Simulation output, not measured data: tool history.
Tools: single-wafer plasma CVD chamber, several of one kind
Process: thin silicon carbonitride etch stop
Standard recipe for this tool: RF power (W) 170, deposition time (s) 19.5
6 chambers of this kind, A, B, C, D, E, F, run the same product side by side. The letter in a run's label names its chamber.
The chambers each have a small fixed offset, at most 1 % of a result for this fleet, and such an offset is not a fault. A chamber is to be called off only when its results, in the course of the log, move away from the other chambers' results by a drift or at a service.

run,day,RF power (W),deposition time (s),"read-back reference wafer on the same gauge, thickness_nm",mean film thickness on the monitor wafer (angstrom)
1C,0.196,170,19.5,9.7979,105.640
2D,0.412,170,19.5,9.8002,105.970
3F,0.512,170,19.5,9.7954,105.630
4B,0.658,170,19.5,9.7998,106.280
5A,0.821,170,19.5,9.7960,106.140
6E,1.000,170,19.5,9.8078,106.310
7F,1.117,170,19.5,9.7950,105.670
8D,1.329,170,19.5,9.8026,106.130
9C,1.471,170,19.5,9.8007,105.760
10A,1.642,170,19.5,9.7979,106.640
11B,1.854,170,19.5,9.7994,106.100
12E,2.042,190,19.5,9.8009,110.270
13D,2.229,190,19.5,9.7983,109.720
14B,2.408,190,19.5,9.8063,109.770
15A,2.529,190,19.5,9.8003,109.600
16E,2.646,190,19.5,9.7995,109.670
17F,2.829,190,19.5,9.8045,109.280
18C,2.938,160,23.3,9.7964,124.330
19A,3.096,160,23.3,9.8020,124.780
20D,3.233,160,23.3,9.8024,124.940
21B,3.412,160,23.3,9.8051,124.500
22E,3.546,160,23.3,9.8019,124.890
23C,3.738,160,23.3,9.7967,124.290
24F,3.925,170,19.5,9.8076,105.610
25D,4.108,170,19.5,9.8057,106.090
26E,4.258,155,17.7,9.8048,94.038
# day 4.267: chamber B: thermocouple changed; heater temperature recalibrated
27B,4.475,155,17.7,9.8031,93.959
28A,4.683,155,17.7,9.7985,93.778
29F,4.862,155,17.7,9.8015,93.798
30C,5.021,155,17.7,9.8012,93.034
31E,5.225,155,17.7,9.7978,93.883
32A,5.350,170,19.5,9.7973,105.560
33B,5.529,170,19.5,9.8011,106.040
34C,5.712,170,19.5,9.7967,105.690
35D,5.846,170,19.5,9.8022,106.190
36F,6.004,170,19.5,9.7998,105.710
37D,6.121,170,19.5,9.8026,106.130
38E,6.246,170,19.5,9.8037,106.040
39A,6.429,170,19.5,9.7953,105.720

Decide between three cases: one chamber stands off from its peers, the gauge reading all wafers drifts, or nothing is wrong past each chamber's small offset. Where a chamber is off, say which and what most likely put it there.

All chambers stay in line apart from their small fixed offsets, and the gauge does not drift.
